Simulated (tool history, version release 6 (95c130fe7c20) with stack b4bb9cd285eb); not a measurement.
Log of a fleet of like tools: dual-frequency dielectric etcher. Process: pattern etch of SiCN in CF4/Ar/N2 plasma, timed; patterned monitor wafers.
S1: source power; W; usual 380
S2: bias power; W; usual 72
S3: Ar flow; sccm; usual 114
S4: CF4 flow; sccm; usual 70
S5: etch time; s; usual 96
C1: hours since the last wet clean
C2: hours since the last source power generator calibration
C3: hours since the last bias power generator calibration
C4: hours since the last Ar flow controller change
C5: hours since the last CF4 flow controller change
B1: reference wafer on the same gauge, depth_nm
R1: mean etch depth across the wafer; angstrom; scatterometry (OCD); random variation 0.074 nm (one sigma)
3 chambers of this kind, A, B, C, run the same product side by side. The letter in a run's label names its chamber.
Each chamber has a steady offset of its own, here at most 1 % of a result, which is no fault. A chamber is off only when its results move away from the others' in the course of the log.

{"run": "1B", "hour": 2.6, "S1": 380, "S2": 72, "S3": 114, "S4": 70, "S5": 96, "C1": 408.4, "C2": 134.5, "C3": 2552.1, "C4": 567.4, "C5": 3655.7, "B1": 63.924, "R1": 701.15}
{"run": "2A", "hour": 7.2, "S1": 380, "S2": 72, "S3": 114, "S4": 70, "S5": 96, "C1": 280.1, "C2": 754.2, "C3": 311.3, "C4": 1492.2, "C5": 2521.7, "B1": 63.931, "R1": 692.18}
{"run": "3C", "hour": 9.6, "S1": 380, "S2": 72, "S3": 114, "S4": 70, "S5": 96, "C1": 31.7, "C2": 2134.3, "C3": 233.0, "C4": 465.3, "C5": 326.4, "B1": 63.926, "R1": 696.97}
{"run": "4C", "hour": 11.7, "S1": 380, "S2": 72, "S3": 114, "S4": 70, "S5": 96, "C1": 33.8, "C2": 2136.4, "C3": 235.1, "C4": 467.4, "C5": 328.5, "B1": 63.935, "R1": 695.43}
{"run": "5A", "hour": 13.8, "S1": 380, "S2": 72, "S3": 114, "S4": 70, "S5": 96, "C1": 286.7, "C2": 760.8, "C3": 317.9, "C4": 1498.8, "C5": 2528.3, "B1": 63.926, "R1": 691.77}
{"run": "6B", "hour": 18.2, "S1": 380, "S2": 72, "S3": 114, "S4": 70, "S5": 96, "C1": 424.0, "C2": 150.1, "C3": 2567.7, "C4": 583.0, "C5": 3671.3, "B1": 63.939, "R1": 700.42}
{"run": "7B", "hour": 21.2, "S1": 380, "S2": 72, "S3": 114, "S4": 70, "S5": 96, "C1": 427.0, "C2": 153.1, "C3": 2570.7, "C4": 586.0, "C5": 3674.3, "B1": 63.948, "R1": 700.49}
{"run": "8A", "hour": 25.6, "S1": 380, "S2": 72, "S3": 114, "S4": 70, "S5": 96, "C1": 298.5, "C2": 772.6, "C3": 329.7, "C4": 1510.6, "C5": 2540.1, "B1": 63.95, "R1": 692.68}
{"run": "9C", "hour": 28.7, "S1": 380, "S2": 72, "S3": 114, "S4": 70, "S5": 96, "C1": 50.8, "C2": 2153.4, "C3": 252.1, "C4": 484.4, "C5": 345.5, "B1": 63.967, "R1": 697.21}
{"run": "10A", "hour": 31.5, "S1": 380, "S2": 72, "S3": 114, "S4": 70, "S5": 96, "C1": 304.4, "C2": 778.5, "C3": 335.6, "C4": 1516.5, "C5": 2546.0, "B1": 63.96, "R1": 693.06}
{"run": "11B", "hour": 35.5, "S1": 380, "S2": 72, "S3": 114, "S4": 70, "S5": 96, "C1": 441.3, "C2": 167.4, "C3": 2585.0, "C4": 600.3, "C5": 3688.6, "B1": 63.963, "R1": 700.94}
{"run": "12C", "hour": 39.8, "S1": 380, "S2": 72, "S3": 114, "S4": 70, "S5": 96, "C1": 61.9, "C2": 2164.5, "C3": 263.2, "C4": 495.5, "C5": 356.6, "B1": 63.996, "R1": 698.1}
{"run": "13A", "hour": 43.9, "S1": 380, "S2": 72, "S3": 114, "S4": 70, "S5": 96, "C1": 316.8, "C2": 790.9, "C3": 348.0, "C4": 1528.9, "C5": 2558.4, "B1": 63.975, "R1": 693.63}
{"run": "14B", "hour": 46.8, "S1": 380, "S2": 72, "S3": 114, "S4": 70, "S5": 96, "C1": 452.6, "C2": 178.7, "C3": 2596.3, "C4": 611.6, "C5": 3699.9, "B1": 63.991, "R1": 701.04}
{"run": "15C", "hour": 49.6, "S1": 440, "S2": 72, "S3": 114, "S4": 70, "S5": 96, "C1": 71.7, "C2": 2174.3, "C3": 273.0, "C4": 505.3, "C5": 366.4, "B1": 63.992, "R1": 794.14}
{"run": "16C", "hour": 53.6, "S1": 440, "S2": 72, "S3": 114, "S4": 70, "S5": 96, "C1": 75.7, "C2": 2178.3, "C3": 277.0, "C4": 509.3, "C5": 370.4, "B1": 63.982, "R1": 793.52}
{"run": "17A", "hour": 56.9, "S1": 440, "S2": 72, "S3": 114, "S4": 70, "S5": 96, "C1": 329.8, "C2": 803.9, "C3": 361.0, "C4": 1541.9, "C5": 2571.4, "B1": 63.978, "R1": 788.88}
{"run": "18B", "hour": 60.5, "S1": 380, "S2": 72, "S3": 114, "S4": 70, "S5": 96, "C1": 466.3, "C2": 192.4, "C3": 2610.0, "C4": 625.3, "C5": 3713.6, "B1": 63.994, "R1": 701.3}
{"run": "19B", "hour": 64.0, "S1": 380, "S2": 72, "S3": 114, "S4": 70, "S5": 96, "C1": 469.8, "C2": 195.9, "C3": 2613.5, "C4": 628.8, "C5": 3717.1, "B1": 64.024, "R1": 701.47}
{"run": "20C", "hour": 67.0, "S1": 380, "S2": 72, "S3": 114, "S4": 70, "S5": 96, "C1": 89.1, "C2": 2191.7, "C3": 290.4, "C4": 522.7, "C5": 383.8, "B1": 64.019, "R1": 697.56}
{"run": "21A", "hour": 71.2, "S1": 380, "S2": 72, "S3": 114, "S4": 70, "S5": 96, "C1": 344.1, "C2": 818.2, "C3": 375.3, "C4": 1556.2, "C5": 2585.7, "B1": 64.05, "R1": 693.34}
{"run": "22C", "hour": 74.7, "S1": 380, "S2": 72, "S3": 114, "S4": 70, "S5": 96, "C1": 96.8, "C2": 2199.4, "C3": 298.1, "C4": 530.4, "C5": 391.5, "B1": 64.047, "R1": 698.24}
{"run": "23B", "hour": 78.8, "S1": 380, "S2": 72, "S3": 114, "S4": 70, "S5": 96, "C1": 484.6, "C2": 210.7, "C3": 2628.3, "C4": 643.6, "C5": 3731.9, "B1": 64.041, "R1": 703.1}
{"run": "24A", "hour": 80.9, "S1": 380, "S2": 72, "S3": 114, "S4": 70, "S5": 96, "C1": 353.8, "C2": 827.9, "C3": 385.0, "C4": 1565.9, "C5": 2595.4, "B1": 64.055, "R1": 694.63}
{"run": "25B", "hour": 83.4, "S1": 460, "S2": 72, "S3": 114, "S4": 70, "S5": 96, "C1": 489.2, "C2": 215.3, "C3": 2632.9, "C4": 648.2, "C5": 3736.5, "B1": 64.044, "R1": 828.88}
{"run": "26C", "hour": 86.5, "S1": 460, "S2": 72, "S3": 114, "S4": 70, "S5": 96, "C1": 108.6, "C2": 2211.2, "C3": 309.9, "C4": 542.2, "C5": 403.3, "B1": 64.036, "R1": 825.64}
{"run": "27A", "hour": 90.7, "S1": 460, "S2": 72, "S3": 114, "S4": 70, "S5": 96, "C1": 363.6, "C2": 837.7, "C3": 394.8, "C4": 1575.7, "C5": 2605.2, "B1": 64.07, "R1": 821.23}
{"run": "28A", "hour": 93.2, "S1": 380, "S2": 72, "S3": 114, "S4": 70, "S5": 96, "C1": 366.1, "C2": 840.2, "C3": 397.3, "C4": 1578.2, "C5": 2607.7, "B1": 64.085, "R1": 693.67}
{"hour": 95.0, "done": "chamber A: wet clean of the chamber"}
{"run": "29C", "hour": 96.2, "S1": 380, "S2": 72, "S3": 114, "S4": 57, "S5": 96, "C1": 118.3, "C2": 2220.9, "C3": 319.6, "C4": 551.9, "C5": 413.0, "B1": 64.091, "R1": 677.99}
{"run": "30B", "hour": 99.3, "S1": 380, "S2": 72, "S3": 114, "S4": 57, "S5": 96, "C1": 505.1, "C2": 231.2, "C3": 2648.8, "C4": 664.1, "C5": 3752.4, "B1": 64.091, "R1": 680.72}
{"run": "31B", "hour": 102.6, "S1": 380, "S2": 72, "S3": 114, "S4": 57, "S5": 96, "C1": 508.4, "C2": 234.5, "C3": 2652.1, "C4": 667.4, "C5": 3755.7, "B1": 64.108, "R1": 679.78}
{"run": "32C", "hour": 105.9, "S1": 380, "S2": 72, "S3": 114, "S4": 70, "S5": 96, "C1": 128.0, "C2": 2230.6, "C3": 329.3, "C4": 561.6, "C5": 422.7, "B1": 64.096, "R1": 699.25}
{"run": "33A", "hour": 109.1, "S1": 430, "S2": 72, "S3": 114, "S4": 70, "S5": 71, "C1": 14.2, "C2": 856.1, "C3": 413.2, "C4": 1594.1, "C5": 2623.6, "B1": 64.114, "R1": 572.18}
{"run": "34C", "hour": 113.0, "S1": 430, "S2": 72, "S3": 114, "S4": 70, "S5": 71, "C1": 135.1, "C2": 2237.7, "C3": 336.4, "C4": 568.7, "C5": 429.8, "B1": 64.115, "R1": 575.75}
{"run": "35A", "hour": 117.7, "S1": 430, "S2": 72, "S3": 114, "S4": 70, "S5": 71, "C1": 22.8, "C2": 864.7, "C3": 421.8, "C4": 1602.7, "C5": 2632.2, "B1": 64.122, "R1": 573.67}
{"run": "36B", "hour": 121.0, "S1": 380, "S2": 72, "S3": 114, "S4": 70, "S5": 96, "C1": 526.8, "C2": 252.9, "C3": 2670.5, "C4": 685.8, "C5": 3774.1, "B1": 64.118, "R1": 703.26}
{"run": "37B", "hour": 124.1, "S1": 380, "S2": 72, "S3": 114, "S4": 70, "S5": 96, "C1": 529.9, "C2": 256.0, "C3": 2673.6, "C4": 688.9, "C5": 3777.2, "B1": 64.144, "R1": 701.98}
{"run": "38A", "hour": 127.5, "S1": 380, "S2": 72, "S3": 114, "S4": 70, "S5": 96, "C1": 32.6, "C2": 874.5, "C3": 431.6, "C4": 1612.5, "C5": 2642.0, "B1": 64.148, "R1": 695.03}
{"run": "39C", "hour": 130.2, "S1": 380, "S2": 72, "S3": 114, "S4": 70, "S5": 96, "C1": 152.3, "C2": 2254.9, "C3": 353.6, "C4": 585.9, "C5": 447.0, "B1": 64.158, "R1": 700.33}
{"run": "40B", "hour": 132.6, "S1": 380, "S2": 72, "S3": 114, "S4": 70, "S5": 96, "C1": 538.4, "C2": 264.5, "C3": 2682.1, "C4": 697.4, "C5": 3785.7, "B1": 64.152, "R1": 704.37}
{"run": "41A", "hour": 135.6, "S1": 380, "S2": 72, "S3": 114, "S4": 70, "S5": 96, "C1": 40.7, "C2": 882.6, "C3": 439.7, "C4": 1620.6, "C5": 2650.1, "B1": 64.144, "R1": 694.72}
{"run": "42C", "hour": 139.6, "S1": 380, "S2": 72, "S3": 114, "S4": 70, "S5": 96, "C1": 161.7, "C2": 2264.3, "C3": 363.0, "C4": 595.3, "C5": 456.4, "B1": 64.169, "R1": 700.69}
{"run": "43B", "hour": 143.5, "S1": 380, "S2": 72, "S3": 114, "S4": 70, "S5": 96, "C1": 549.3, "C2": 275.4, "C3": 2693.0, "C4": 708.3, "C5": 3796.6, "B1": 64.17, "R1": 703.76}
{"run": "44C", "hour": 146.2, "S1": 380, "S2": 72, "S3": 114, "S4": 70, "S5": 96, "C1": 168.3, "C2": 2270.9, "C3": 369.6, "C4": 601.9, "C5": 463.0, "B1": 64.175, "R1": 699.7}

What goes on in this fleet: one chamber off, a drifting gauge, or nothing beyond the chambers' own small offsets? Name the chamber and the cause, if any.

The gauge drifts, so all chambers seem to drift together. No chamber is off.
Cause: gauge reads high (%) = 0.436.
